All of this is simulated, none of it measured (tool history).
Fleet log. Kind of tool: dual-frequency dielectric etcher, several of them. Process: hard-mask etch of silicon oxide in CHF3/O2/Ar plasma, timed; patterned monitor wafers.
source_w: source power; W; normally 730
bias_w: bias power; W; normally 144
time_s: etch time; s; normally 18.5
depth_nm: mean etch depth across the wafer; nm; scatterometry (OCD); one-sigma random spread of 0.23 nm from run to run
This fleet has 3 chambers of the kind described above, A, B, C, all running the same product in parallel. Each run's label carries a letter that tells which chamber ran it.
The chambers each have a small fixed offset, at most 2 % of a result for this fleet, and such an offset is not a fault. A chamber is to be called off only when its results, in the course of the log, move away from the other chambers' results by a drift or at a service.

run,hour,source_w,bias_w,time_s,"read-back reference wafer on the same gauge, depth_nm",depth_nm
1A,7.8,730,144,18.5,35.065,36.227
2B,15.9,730,144,18.5,35.13,36.523
3C,23.6,730,144,18.5,35.098,36.369
4C,31.3,730,144,18.5,35.118,36
5A,37.5,730,144,18.5,35.047,35.922
6B,45.7,730,144,18.5,35.143,36.374
7B,53.3,730,144,18.5,35.1,36.997
8A,60.3,730,144,18.5,35.091,36.604
9C,65.2,730,144,18.5,35.111,35.951
# hour 72.9: chamber A: wet clean of the chamber
10A,74,730,144,18.5,35.056,35.309
11B,78.3,730,144,18.5,35.175,36.748
12C,86.8,660,144,16,35.097,30.045
13C,95.8,660,144,16,35.07,30.109
14A,101.1,660,144,16,35.066,29.343
15B,107.5,870,164,18.5,35.194,40.856
16B,115.9,870,164,18.5,35.134,40.758
17C,123,870,164,18.5,35.155,40.339
18A,131.6,730,144,18.5,35.09,35.371
19A,136,730,144,18.5,35.071,35.32
20C,141.1,730,144,20.5,35.145,39.514
21B,147.2,730,144,20.5,35.117,41.092
22A,151.7,730,144,20.5,35.047,39.253
23B,156.1,730,144,18.5,35.1,36.426
24C,162.3,650,168,18.5,35.127,35.832
25A,169.1,650,168,18.5,35.108,35.508
26C,177,650,168,18.5,35.114,36.25

Read the log: is a single chamber off, either drifting away or since a service, is the gauge that measures every chamber drifting, or is nothing wrong beyond small per-chamber offsets? Name any odd chamber and what most likely caused it.

After it was serviced, chamber A no longer matches the other chambers.
Likeliest cause: etch rate under this chamber's usual, % = 3.06.

Chamber A could run next with any of the 4 candidate recipes listed below; each alters the usual settings, and their results appear as question marks. Which one brings its results back in line with what the other chambers deliver on the usual settings?
To be in line, a result may differ from the other chambers' mean on the usual settings by at most: depth_nm 0.79 nm
27A-1,183.6,740,144,19,,?
27A-2,183.6,850,144,18.5,,?
27A-3,183.6,650,132,18.5,,?
27A-4,183.6,730,143,18,,?

What the other chambers average on the usual settings: depth_nm 36.411 nm
run,depth_nm
27A-1,36.565
27A-2,37.606
27A-3,32.925
27A-4,34.38
It is 27A-1 that realigns the chamber with its peers.
